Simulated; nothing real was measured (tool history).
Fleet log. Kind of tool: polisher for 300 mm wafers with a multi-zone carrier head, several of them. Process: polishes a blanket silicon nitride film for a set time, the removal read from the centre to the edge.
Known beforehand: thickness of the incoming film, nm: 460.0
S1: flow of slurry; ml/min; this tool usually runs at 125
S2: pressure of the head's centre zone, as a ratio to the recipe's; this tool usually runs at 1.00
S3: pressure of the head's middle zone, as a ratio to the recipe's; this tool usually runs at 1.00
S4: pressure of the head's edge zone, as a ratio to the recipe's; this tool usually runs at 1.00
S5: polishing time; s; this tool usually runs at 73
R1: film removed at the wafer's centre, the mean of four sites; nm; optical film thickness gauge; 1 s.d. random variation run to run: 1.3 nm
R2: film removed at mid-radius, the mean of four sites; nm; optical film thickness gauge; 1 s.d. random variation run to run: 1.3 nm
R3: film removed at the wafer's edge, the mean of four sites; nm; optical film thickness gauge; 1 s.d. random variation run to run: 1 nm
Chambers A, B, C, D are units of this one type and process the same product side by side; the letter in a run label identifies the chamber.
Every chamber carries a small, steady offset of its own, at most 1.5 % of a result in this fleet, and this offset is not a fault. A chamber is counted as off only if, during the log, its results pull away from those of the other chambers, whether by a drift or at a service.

{"hour": 2.3, "done": "chamber C: worn pad replaced by a new one"}
{"run": "1B", "hour": 3.6, "S1": 125, "S2": 1.0, "S3": 1.0, "S4": 1.0, "S5": 73, "R1": 108.7, "R2": 109.7, "R3": 107.59}
{"run": "2C", "hour": 8.3, "S1": 125, "S2": 1.0, "S3": 1.0, "S4": 1.0, "S5": 73, "R1": 108.05, "R2": 106.82, "R3": 106.82}
{"run": "3A", "hour": 13.1, "S1": 125, "S2": 1.0, "S3": 1.0, "S4": 1.0, "S5": 73, "R1": 108.68, "R2": 107.2, "R3": 106.64}
{"run": "4D", "hour": 19.3, "S1": 125, "S2": 1.0, "S3": 1.0, "S4": 1.0, "S5": 73, "R1": 106.23, "R2": 106.47, "R3": 108.38}
{"run": "5A", "hour": 22.5, "S1": 125, "S2": 1.0, "S3": 1.0, "S4": 1.0, "S5": 73, "R1": 110.84, "R2": 108.0, "R3": 107.15}
{"hour": 24.8, "done": "chamber D: slurry nozzle cleaned"}
{"run": "6B", "hour": 26.7, "S1": 125, "S2": 1.0, "S3": 1.0, "S4": 1.0, "S5": 73, "R1": 107.68, "R2": 107.78, "R3": 108.9}
{"run": "7D", "hour": 31.7, "S1": 125, "S2": 1.0, "S3": 1.0, "S4": 1.0, "S5": 73, "R1": 107.95, "R2": 106.99, "R3": 107.04}
{"hour": 37.4, "done": "chamber D: worn pad replaced by a new one"}
{"run": "8C", "hour": 38.2, "S1": 125, "S2": 1.0, "S3": 1.0, "S4": 1.0, "S5": 73, "R1": 107.2, "R2": 107.82, "R3": 107.97}
{"run": "9B", "hour": 44.2, "S1": 125, "S2": 1.0, "S3": 1.0, "S4": 1.0, "S5": 73, "R1": 106.96, "R2": 110.83, "R3": 109.25}
{"run": "10D", "hour": 49.3, "S1": 155, "S2": 1.0, "S3": 1.0, "S4": 1.0, "S5": 52, "R1": 79.662, "R2": 79.011, "R3": 79.553}
{"run": "11C", "hour": 52.6, "S1": 155, "S2": 1.0, "S3": 1.0, "S4": 1.0, "S5": 52, "R1": 80.799, "R2": 80.724, "R3": 77.582}
{"run": "12A", "hour": 59.0, "S1": 155, "S2": 1.0, "S3": 1.0, "S4": 1.0, "S5": 52, "R1": 81.29, "R2": 80.579, "R3": 77.899}
{"run": "13D", "hour": 65.6, "S1": 155, "S2": 1.0, "S3": 1.0, "S4": 1.0, "S5": 52, "R1": 80.073, "R2": 80.504, "R3": 78.205}
{"run": "14B", "hour": 72.2, "S1": 125, "S2": 1.0, "S3": 0.95, "S4": 1.0, "S5": 73, "R1": 106.85, "R2": 107.13, "R3": 109.17}
{"hour": 72.5, "done": "chamber B: worn pad replaced by a new one"}
{"hour": 76.5, "done": "chamber C: worn pad replaced by a new one"}
{"run": "15C", "hour": 77.5, "S1": 125, "S2": 1.0, "S3": 0.95, "S4": 1.0, "S5": 73, "R1": 108.02, "R2": 100.95, "R3": 106.66}
{"run": "16A", "hour": 82.4, "S1": 125, "S2": 1.0, "S3": 0.95, "S4": 1.0, "S5": 73, "R1": 106.37, "R2": 101.89, "R3": 106.87}
{"run": "17C", "hour": 85.4, "S1": 125, "S2": 1.0, "S3": 0.95, "S4": 1.0, "S5": 73, "R1": 109.35, "R2": 101.91, "R3": 107.44}
{"hour": 91.1, "done": "chamber B: slurry nozzle cleaned"}
{"run": "18A", "hour": 91.1, "S1": 125, "S2": 1.0, "S3": 1.0, "S4": 1.0, "S5": 73, "R1": 106.56, "R2": 107.36, "R3": 106.27}
{"hour": 93.2, "done": "chamber D: worn pad replaced by a new one"}
{"run": "19B", "hour": 96.2, "S1": 125, "S2": 0.92, "S3": 1.0, "S4": 1.0, "S5": 73, "R1": 99.905, "R2": 109.24, "R3": 109.11}
{"run": "20D", "hour": 99.2, "S1": 125, "S2": 0.92, "S3": 1.0, "S4": 1.0, "S5": 73, "R1": 98.345, "R2": 108.94, "R3": 109.36}
{"run": "21A", "hour": 103.4, "S1": 125, "S2": 0.92, "S3": 1.0, "S4": 1.0, "S5": 73, "R1": 96.03, "R2": 106.61, "R3": 106.52}
{"run": "22B", "hour": 108.3, "S1": 125, "S2": 0.92, "S3": 1.0, "S4": 1.0, "S5": 73, "R1": 99.961, "R2": 109.22, "R3": 107.63}
{"run": "23C", "hour": 114.4, "S1": 125, "S2": 1.0, "S3": 1.0, "S4": 1.0, "S5": 73, "R1": 108.06, "R2": 108.44, "R3": 107.0}
{"hour": 117.4, "done": "chamber A: worn pad replaced by a new one"}
{"run": "24D", "hour": 119.5, "S1": 125, "S2": 1.0, "S3": 1.0, "S4": 1.0, "S5": 73, "R1": 108.2, "R2": 108.6, "R3": 107.81}
{"run": "25D", "hour": 124.3, "S1": 125, "S2": 1.0, "S3": 1.0, "S4": 1.0, "S5": 73, "R1": 107.4, "R2": 110.21, "R3": 108.26}
{"run": "26C", "hour": 128.4, "S1": 125, "S2": 1.0, "S3": 1.0, "S4": 1.0, "S5": 73, "R1": 111.07, "R2": 107.73, "R3": 106.17}
{"run": "27B", "hour": 132.7, "S1": 125, "S2": 0.92, "S3": 1.0, "S4": 1.0, "S5": 86, "R1": 113.95, "R2": 129.83, "R3": 128.34}
{"run": "28A", "hour": 139.0, "S1": 125, "S2": 0.92, "S3": 1.0, "S4": 1.0, "S5": 86, "R1": 108.8, "R2": 120.71, "R3": 123.24}
{"hour": 139.8, "done": "chamber C: worn pad replaced by a new one"}
{"run": "29C", "hour": 144.9, "S1": 125, "S2": 0.92, "S3": 1.0, "S4": 1.0, "S5": 86, "R1": 114.45, "R2": 122.89, "R3": 124.6}
{"run": "30B", "hour": 148.1, "S1": 125, "S2": 0.92, "S3": 1.0, "S4": 1.0, "S5": 86, "R1": 115.75, "R2": 128.69, "R3": 126.33}
{"hour": 150.4, "done": "chamber D: worn pad replaced by a new one"}
{"run": "31A", "hour": 152.2, "S1": 125, "S2": 1.0, "S3": 1.0, "S4": 1.0, "S5": 73, "R1": 99.559, "R2": 102.23, "R3": 101.92}
{"run": "32D", "hour": 155.3, "S1": 125, "S2": 1.0, "S3": 1.0, "S4": 1.0, "S5": 73, "R1": 107.4, "R2": 110.45, "R3": 109.5}
{"run": "33B", "hour": 159.6, "S1": 125, "S2": 1.0, "S3": 1.0, "S4": 1.0, "S5": 73, "R1": 107.72, "R2": 111.92, "R3": 107.78}
{"run": "34C", "hour": 164.4, "S1": 125, "S2": 1.0, "S3": 1.0, "S4": 0.95, "S5": 73, "R1": 108.53, "R2": 108.31, "R3": 104.11}
{"run": "35A", "hour": 167.9, "S1": 125, "S2": 1.0, "S3": 1.0, "S4": 0.95, "S5": 73, "R1": 100.28, "R2": 102.21, "R3": 99.81}
{"run": "36D", "hour": 173.7, "S1": 125, "S2": 1.0, "S3": 1.0, "S4": 0.95, "S5": 73, "R1": 107.11, "R2": 107.7, "R3": 106.89}
{"run": "37A", "hour": 177.8, "S1": 125, "S2": 1.0, "S3": 1.0, "S4": 0.95, "S5": 73, "R1": 99.037, "R2": 101.98, "R3": 98.687}
{"run": "38C", "hour": 182.5, "S1": 125, "S2": 1.0, "S3": 1.0, "S4": 1.0, "S5": 73, "R1": 108.02, "R2": 106.53, "R3": 106.17}

All chambers now run identical settings, listed one chamber a line with results as question marks. What results will each chamber show?
{"run": "39A", "hour": 187.3, "S1": 125, "S2": 1.0, "S3": 1.0, "S4": 1.09, "S5": 73, "R1": "?", "R2": "?", "R3": "?"}
{"run": "39B", "hour": 187.3, "S1": 125, "S2": 1.0, "S3": 1.0, "S4": 1.09, "S5": 73, "R1": "?", "R2": "?", "R3": "?"}
{"run": "39C", "hour": 187.3, "S1": 125, "S2": 1.0, "S3": 1.0, "S4": 1.09, "S5": 73, "R1": "?", "R2": "?", "R3": "?"}
{"run": "39D", "hour": 187.3, "S1": 125, "S2": 1.0, "S3": 1.0, "S4": 1.09, "S5": 73, "R1": "?", "R2": "?", "R3": "?"}

run=39A R1=97.808 R2=97.999 R3=104.190
run=39B R1=108.140 R2=107.560 R3=113.030
run=39C R1=106.290 R2=106.970 R3=112.840
run=39D R1=108.080 R2=107.010 R3=112.860

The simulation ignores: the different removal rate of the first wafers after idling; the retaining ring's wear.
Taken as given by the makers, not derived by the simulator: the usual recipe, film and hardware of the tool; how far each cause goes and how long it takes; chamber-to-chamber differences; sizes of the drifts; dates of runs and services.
